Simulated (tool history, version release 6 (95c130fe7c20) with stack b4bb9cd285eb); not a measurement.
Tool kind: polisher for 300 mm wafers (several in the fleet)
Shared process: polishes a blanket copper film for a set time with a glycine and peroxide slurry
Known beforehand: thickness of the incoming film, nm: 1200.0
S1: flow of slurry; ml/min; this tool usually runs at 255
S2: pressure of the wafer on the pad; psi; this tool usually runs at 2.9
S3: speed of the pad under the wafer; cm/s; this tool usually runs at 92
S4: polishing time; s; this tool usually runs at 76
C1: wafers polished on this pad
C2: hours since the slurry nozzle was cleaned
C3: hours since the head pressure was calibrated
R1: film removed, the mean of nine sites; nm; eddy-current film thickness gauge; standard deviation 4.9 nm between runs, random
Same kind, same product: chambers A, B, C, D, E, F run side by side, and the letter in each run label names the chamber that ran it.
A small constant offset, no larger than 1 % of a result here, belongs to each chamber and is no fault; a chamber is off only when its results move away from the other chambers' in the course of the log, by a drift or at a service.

run   hour   S1   S2   S3  S4    C1     C2      C3      R1
       1.1  -- chamber D: worn pad replaced by a new one
 1B    6.5  255  2.9   92  76  1114   43.6   610.3  399.42
 2C   10.7  255  2.9   92  76   323  452.7   995.6  397.54
 3D   17.4  255  2.9   92  76   135  188.7   428.7  396.63
      18.9  -- chamber A: worn pad replaced by a new one
 4F   22.8  255  2.9   92  76  1096  213.3   334.1  399.29
 5E   30.9  215  2.9  110  76   661  267.2   140.2  462.66
      35.5  -- chamber D: slurry nozzle cleaned
 6A   39.6  215  2.9  110  76   171  426.3   605.2  464.09
      42.2  -- chamber B: worn pad replaced by a new one
 7C   43.7  215  2.9  110  76   596  485.7  1028.6  462.22
 8A   48.6  215  2.9  110  76   246  435.3   614.2  464.58
      52.1  -- chamber C: worn pad replaced by a new one
 9E   53.3  215  2.9  110  76   846  289.6   162.6  460.18
      54.2  -- chamber A: head pressure recalibrated
10D   61.4  215  2.9  110  76   499   25.9   472.7  449.71
11B   68.4  255  2.9   92  76   217  105.5   672.2  404.45
12F   76.7  255  2.9   92  76  1542  267.2     388  405.78
13E   80.7  255  2.9   92  76  1073    317     190  396.38
      84.8  -- chamber F: worn pad replaced by a new one
14C     86  255  2.6   92  98   281    528  1070.9  479.18
15F   93.1  255  2.6   92  98    69  283.6   404.4  474.21
16A  101.7  255  2.6   92  98   685  488.4    47.6  476.06
17D  110.2  255  2.6   92  98   903   74.7   521.5  471.67
18B  115.5  255  2.6   92  98   607  152.6   719.3  467.54
19E    121  255  2.6   92  98  1406  357.3   230.3  462.42
20A    127  255  2.9   92  76   894  513.7    72.9  397.22
21F  132.3  255  2.9   92  76   393  322.8   443.6  405.24
     133.8  -- chamber A: worn pad replaced by a new one
22D    141  255  2.9   92  76  1157  105.5   552.3  398.67
23B  146.2  255  2.9   92  76   861  183.3     750  396.63
     152.8  -- chamber C: worn pad replaced by a new one
24C  154.7  190  2.1   92  76    16  596.7  1139.6  305.93
25C  159.9  190  2.1   92  76    59  601.9  1144.8  302.67
26B  166.5  190  2.1   92  76  1029  203.6   770.3  301.75
     169.4  -- chamber B: worn pad replaced by a new one
     171.6  -- chamber D: worn pad replaced by a new one
27A  173.2  190  2.1   92  76   326  559.9   119.1  305.63
28F  178.4  190  2.1   92  76   774  368.9   489.7  294.74
     178.8  -- chamber C: slurry nozzle cleaned
29D  182.9  190  2.1   92  76    94  147.4   594.2  301.52
30E  191.9  305  2.9   92  76  1993  428.2   301.2  386.59
31F  199.6  305  2.9   92  76   950  390.1   510.9  400.19
32B  206.5  305  2.9   92  76   307  243.6   810.3  411.12
33E  214.9  305  2.9   92  76  2183  451.2   324.2  374.08
34C  221.6  305  2.9   92  76   569   42.9  1206.5  401.96
35A  226.1  305  2.9   92  76   763  612.8     172  404.88
36D  232.5  255  2.9   92  76   504    197   643.8  396.77
37C  241.1  255  2.9   92  76   731   62.4    1226  400.12

Next, every chamber runs the same settings. What will each give?
38A  247.6  255  2.9  92  76               ?
38B  247.6  255  2.9  92  76               ?
38C  247.6  255  2.9  92  76               ?
38D  247.6  255  2.9  92  76               ?
38E  247.6  255  2.9  92  76               ?
38F  247.6  255  2.9  92  76               ?

run      R1
38A  400.86
38B   402.2
38C  402.41
38D  392.42
38E  352.53
38F  408.14
